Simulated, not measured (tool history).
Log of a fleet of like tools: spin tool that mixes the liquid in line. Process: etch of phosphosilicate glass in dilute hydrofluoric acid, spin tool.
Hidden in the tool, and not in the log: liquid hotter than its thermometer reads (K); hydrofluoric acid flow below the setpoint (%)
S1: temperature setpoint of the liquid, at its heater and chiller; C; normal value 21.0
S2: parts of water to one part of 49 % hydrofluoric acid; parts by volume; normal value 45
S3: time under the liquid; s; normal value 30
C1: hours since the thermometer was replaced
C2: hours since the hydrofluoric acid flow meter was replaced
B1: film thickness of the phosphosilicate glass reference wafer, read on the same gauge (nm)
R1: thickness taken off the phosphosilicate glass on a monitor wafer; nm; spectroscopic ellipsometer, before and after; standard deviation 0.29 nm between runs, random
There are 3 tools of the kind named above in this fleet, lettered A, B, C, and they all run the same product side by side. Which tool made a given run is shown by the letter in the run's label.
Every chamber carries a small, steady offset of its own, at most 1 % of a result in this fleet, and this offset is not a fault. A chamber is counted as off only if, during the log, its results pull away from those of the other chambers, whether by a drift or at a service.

At hour 3.2: chamber A: thermometer replaced.
Run 1A, hour 9.6: usual settings; C1 6.4; C2 511.5; B1 79.940. Result: R1 38.062 nm.
Run 2C, hour 21.8: usual settings; C1 209.3; C2 559.8; B1 79.972. Result: R1 38.035 nm.
Run 3B, hour 35.8: usual settings; C1 142.2; C2 607.0; B1 79.997. Result: R1 38.137 nm.
Run 4C, hour 45.1: usual settings; C1 232.6; C2 583.1; B1 80.043. Result: R1 38.061 nm.
At hour 52.5: chamber A: hydrofluoric acid flow meter replaced.
Run 5B, hour 54.3: usual settings; C1 160.7; C2 625.5; B1 79.961. Result: R1 38.538 nm.
Run 6A, hour 68.7: usual settings; C1 65.5; C2 16.3; B1 79.960. Result: R1 37.664 nm.
Run 7B, hour 84.1: usual settings but S3 20 s; C1 190.5; C2 655.3; B1 79.985. Result: R1 25.153 nm.
Run 8A, hour 94.2: usual settings but S3 20 s; C1 91.0; C2 41.8; B1 80.015. Result: R1 25.150 nm.
Run 9C, hour 108.4: usual settings but S3 20 s; C1 295.9; C2 646.4; B1 80.013. Result: R1 25.222 nm.
Run 10C, hour 118.2: usual settings; C1 305.7; C2 656.2; B1 79.963. Result: R1 38.104 nm.
Run 11A, hour 133.2: usual settings but S3 15 s; C1 130.0; C2 80.8; B1 80.023. Result: R1 18.857 nm.
Run 12B, hour 146.6: usual settings but S3 15 s; C1 253.0; C2 717.8; B1 80.003. Result: R1 18.573 nm.
Run 13A, hour 160.5: usual settings but S3 15 s; C1 157.3; C2 108.1; B1 79.972. Result: R1 19.038 nm.
Run 14C, hour 174.9: usual settings; C1 362.4; C2 712.9; B1 79.995. Result: R1 38.465 nm.
Run 15B, hour 189.0: usual settings; C1 295.4; C2 760.2; B1 80.019. Result: R1 36.539 nm.
Run 16C, hour 203.6: usual settings; C1 391.1; C2 741.6; B1 80.014. Result: R1 38.032 nm.
Run 17A, hour 216.2: usual settings but S2 25 parts by volume; C1 213.0; C2 163.8; B1 80.028. Result: R1 68.689 nm.
Run 18B, hour 225.3: usual settings but S2 25 parts by volume; C1 331.7; C2 796.5; B1 79.999. Result: R1 68.239 nm.
Run 19B, hour 241.1: usual settings but S2 25 parts by volume; C1 347.5; C2 812.3; B1 79.981. Result: R1 67.969 nm.
Run 20A, hour 253.4: usual settings; C1 250.2; C2 201.0; B1 79.998. Result: R1 37.809 nm.
Run 21C, hour 266.5: usual settings; C1 454.0; C2 804.5; B1 80.052. Result: R1 37.994 nm.
Run 22B, hour 280.8: usual settings; C1 387.2; C2 852.0; B1 79.985. Result: R1 35.250 nm.
Run 23A, hour 290.7: usual settings; C1 287.5; C2 238.3; B1 80.002. Result: R1 38.166 nm.
Run 24C, hour 305.1: usual settings but S1 22.5 C, S3 35 s; C1 492.6; C2 843.1; B1 79.990. Result: R1 47.682 nm.

Has any chamber moved away from the others, gradually or after a service, or does the common gauge drift, or do the chambers differ only by their own small steady offsets? State the chamber and the most likely cause if one applies.

One chamber, B, drifts off from the rest bit by bit.
Cause: hydrofluoric acid flow below the setpoint (%) = 7.84.
With only this log, it may be confused with: liquid colder than its thermometer reads (K).

Chamber B could run next with any of the 4 candidate recipes listed below; each alters the usual settings, and their results appear as question marks. Which one brings its results back in line with what the other chambers deliver on the usual settings?
Allowed miss from the other chambers' usual-settings mean, per result, to count as in line: R1 1.000 nm
Run 25B-1, hour 316.8: usual settings but S1 23.0 C. Result: R1 ?.
Run 25B-2, hour 316.8: usual settings but S1 20.5 C. Result: R1 ?.
Run 25B-3, hour 316.8: usual settings but S1 19.0 C. Result: R1 ?.
Run 25B-4, hour 316.8: usual settings but S1 21.5 C. Result: R1 ?.

Average result of the remaining chambers running the usual settings: R1 37.930 nm
  run      R1
25B-1  38.150
25B-2  34.340
25B-3  32.215
25B-4  35.834
The answer is 25B-1, which returns the chamber to within the allowed miss of the others.
